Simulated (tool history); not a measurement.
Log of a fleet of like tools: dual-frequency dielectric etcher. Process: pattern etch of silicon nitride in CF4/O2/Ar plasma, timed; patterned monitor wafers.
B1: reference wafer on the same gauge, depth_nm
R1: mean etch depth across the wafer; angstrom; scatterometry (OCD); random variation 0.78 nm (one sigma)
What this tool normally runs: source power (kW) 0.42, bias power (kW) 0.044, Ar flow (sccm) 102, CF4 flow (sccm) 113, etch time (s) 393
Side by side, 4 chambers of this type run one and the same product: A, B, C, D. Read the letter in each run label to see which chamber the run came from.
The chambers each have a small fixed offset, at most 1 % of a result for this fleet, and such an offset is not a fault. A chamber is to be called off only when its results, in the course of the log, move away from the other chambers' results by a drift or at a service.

run 1C hour=2.7 | source_power_(kW)=0.42 bias_power_(kW)=0.044 Ar_flow_(sccm)=102 CF4_flow_(sccm)=113 etch_time_(s)=393 | B1=530.02 | R1=6227.5
run 2A hour=6.5 | source_power_(kW)=0.42 bias_power_(kW)=0.044 Ar_flow_(sccm)=102 CF4_flow_(sccm)=113 etch_time_(s)=393 | B1=530.26 | R1=6223.7
run 3D hour=10.8 | source_power_(kW)=0.42 bias_power_(kW)=0.044 Ar_flow_(sccm)=102 CF4_flow_(sccm)=113 etch_time_(s)=393 | B1=530.18 | R1=6176.3
run 4B hour=14.7 | source_power_(kW)=0.42 bias_power_(kW)=0.044 Ar_flow_(sccm)=102 CF4_flow_(sccm)=113 etch_time_(s)=393 | B1=530.42 | R1=6264.7
run 5B hour=18.9 | source_power_(kW)=0.42 bias_power_(kW)=0.044 Ar_flow_(sccm)=102 CF4_flow_(sccm)=113 etch_time_(s)=393 | B1=530.61 | R1=6248.2
run 6C hour=22.1 | source_power_(kW)=0.42 bias_power_(kW)=0.044 Ar_flow_(sccm)=102 CF4_flow_(sccm)=113 etch_time_(s)=393 | B1=530.42 | R1=6238.6
run 7A hour=26.5 | source_power_(kW)=0.42 bias_power_(kW)=0.044 Ar_flow_(sccm)=89 CF4_flow_(sccm)=113 etch_time_(s)=302.5 | B1=530.73 | R1=4869.1
run 8D hour=31 | source_power_(kW)=0.42 bias_power_(kW)=0.044 Ar_flow_(sccm)=89 CF4_flow_(sccm)=113 etch_time_(s)=302.5 | B1=530.55 | R1=4847
run 9A hour=35 | source_power_(kW)=0.42 bias_power_(kW)=0.044 Ar_flow_(sccm)=89 CF4_flow_(sccm)=113 etch_time_(s)=302.5 | B1=530.8 | R1=4874.3
run 10C hour=39.3 | source_power_(kW)=0.42 bias_power_(kW)=0.044 Ar_flow_(sccm)=89 CF4_flow_(sccm)=113 etch_time_(s)=302.5 | B1=530.89 | R1=4891.6
run 11B hour=41.6 | source_power_(kW)=0.42 bias_power_(kW)=0.044 Ar_flow_(sccm)=102 CF4_flow_(sccm)=113 etch_time_(s)=393 | B1=530.97 | R1=6258
run 12D hour=45.1 | source_power_(kW)=0.42 bias_power_(kW)=0.044 Ar_flow_(sccm)=102 CF4_flow_(sccm)=113 etch_time_(s)=393 | B1=530.83 | R1=6185.1
run 13B hour=48.7 | source_power_(kW)=0.42 bias_power_(kW)=0.044 Ar_flow_(sccm)=102 CF4_flow_(sccm)=113 etch_time_(s)=393 | B1=530.94 | R1=6250.1
run 14A hour=50.9 | source_power_(kW)=0.42 bias_power_(kW)=0.044 Ar_flow_(sccm)=102 CF4_flow_(sccm)=113 etch_time_(s)=393 | B1=531 | R1=6230.1
run 15D hour=54.8 | source_power_(kW)=0.42 bias_power_(kW)=0.044 Ar_flow_(sccm)=102 CF4_flow_(sccm)=113 etch_time_(s)=393 | B1=531.19 | R1=6197.2
run 16C hour=57.3 | source_power_(kW)=0.42 bias_power_(kW)=0.044 Ar_flow_(sccm)=102 CF4_flow_(sccm)=113 etch_time_(s)=393 | B1=531.17 | R1=6267.8
run 17A hour=60.2 | source_power_(kW)=0.42 bias_power_(kW)=0.044 Ar_flow_(sccm)=102 CF4_flow_(sccm)=113 etch_time_(s)=393 | B1=531.12 | R1=6235.3
run 18C hour=62.3 | source_power_(kW)=0.42 bias_power_(kW)=0.044 Ar_flow_(sccm)=102 CF4_flow_(sccm)=113 etch_time_(s)=393 | B1=531.33 | R1=6237.9
run 19B hour=65.9 | source_power_(kW)=0.42 bias_power_(kW)=0.044 Ar_flow_(sccm)=102 CF4_flow_(sccm)=113 etch_time_(s)=393 | B1=531.63 | R1=6260
run 20D hour=70 | source_power_(kW)=0.42 bias_power_(kW)=0.044 Ar_flow_(sccm)=102 CF4_flow_(sccm)=113 etch_time_(s)=393 | B1=531.41 | R1=6196.1
run 21B hour=74.3 | source_power_(kW)=0.42 bias_power_(kW)=0.044 Ar_flow_(sccm)=102 CF4_flow_(sccm)=113 etch_time_(s)=393 | B1=531.76 | R1=6268.9
-- hour=76.1 chamber D: Ar flow controller replaced
run 22C hour=77.7 | source_power_(kW)=0.42 bias_power_(kW)=0.044 Ar_flow_(sccm)=102 CF4_flow_(sccm)=113 etch_time_(s)=393 | B1=531.53 | R1=6254
run 23A hour=81 | source_power_(kW)=0.5 bias_power_(kW)=0.044 Ar_flow_(sccm)=118 CF4_flow_(sccm)=113 etch_time_(s)=393 | B1=531.58 | R1=7110.3
run 24D hour=84.6 | source_power_(kW)=0.5 bias_power_(kW)=0.044 Ar_flow_(sccm)=118 CF4_flow_(sccm)=113 etch_time_(s)=393 | B1=531.79 | R1=7079.6
run 25A hour=87.8 | source_power_(kW)=0.5 bias_power_(kW)=0.044 Ar_flow_(sccm)=118 CF4_flow_(sccm)=113 etch_time_(s)=393 | B1=531.93 | R1=7111.1
run 26C hour=90.4 | source_power_(kW)=0.5 bias_power_(kW)=0.044 Ar_flow_(sccm)=118 CF4_flow_(sccm)=113 etch_time_(s)=393 | B1=531.81 | R1=7166.3
run 27B hour=92.9 | source_power_(kW)=0.36 bias_power_(kW)=0.044 Ar_flow_(sccm)=111 CF4_flow_(sccm)=113 etch_time_(s)=393 | B1=531.99 | R1=5451.8
run 28D hour=96.5 | source_power_(kW)=0.36 bias_power_(kW)=0.044 Ar_flow_(sccm)=111 CF4_flow_(sccm)=113 etch_time_(s)=393 | B1=532 | R1=5369.1
run 29A hour=100.2 | source_power_(kW)=0.36 bias_power_(kW)=0.044 Ar_flow_(sccm)=111 CF4_flow_(sccm)=113 etch_time_(s)=393 | B1=532.15 | R1=5414.5
run 30D hour=104.1 | source_power_(kW)=0.36 bias_power_(kW)=0.044 Ar_flow_(sccm)=111 CF4_flow_(sccm)=113 etch_time_(s)=393 | B1=532.21 | R1=5391.5
run 31B hour=107.9 | source_power_(kW)=0.38 bias_power_(kW)=0.044 Ar_flow_(sccm)=102 CF4_flow_(sccm)=113 etch_time_(s)=393 | B1=532.23 | R1=5770.9
run 32C hour=111 | source_power_(kW)=0.38 bias_power_(kW)=0.044 Ar_flow_(sccm)=102 CF4_flow_(sccm)=113 etch_time_(s)=393 | B1=532.34 | R1=5735.4
run 33A hour=113.6 | source_power_(kW)=0.38 bias_power_(kW)=0.044 Ar_flow_(sccm)=102 CF4_flow_(sccm)=113 etch_time_(s)=393 | B1=532.32 | R1=5733.1
run 34B hour=117.8 | source_power_(kW)=0.38 bias_power_(kW)=0.044 Ar_flow_(sccm)=102 CF4_flow_(sccm)=113 etch_time_(s)=393 | B1=532.45 | R1=5764.9
run 35C hour=121.5 | source_power_(kW)=0.42 bias_power_(kW)=0.044 Ar_flow_(sccm)=102 CF4_flow_(sccm)=113 etch_time_(s)=393 | B1=532.52 | R1=6276.7
run 36D hour=125.8 | source_power_(kW)=0.42 bias_power_(kW)=0.044 Ar_flow_(sccm)=102 CF4_flow_(sccm)=113 etch_time_(s)=393 | B1=532.68 | R1=6209.5

Next, every chamber runs the same settings. What will each give?
run 37A hour=129.2 | source_power_(kW)=0.42 bias_power_(kW)=0.044 Ar_flow_(sccm)=102 CF4_flow_(sccm)=113 etch_time_(s)=393 | R1=?
run 37B hour=129.2 | source_power_(kW)=0.42 bias_power_(kW)=0.044 Ar_flow_(sccm)=102 CF4_flow_(sccm)=113 etch_time_(s)=393 | R1=?
run 37C hour=129.2 | source_power_(kW)=0.42 bias_power_(kW)=0.044 Ar_flow_(sccm)=102 CF4_flow_(sccm)=113 etch_time_(s)=393 | R1=?
run 37D hour=129.2 | source_power_(kW)=0.42 bias_power_(kW)=0.044 Ar_flow_(sccm)=102 CF4_flow_(sccm)=113 etch_time_(s)=393 | R1=?

run=37A R1=6259.4
run=37B R1=6284.4
run=37C R1=6264.9
run=37D R1=6213.3
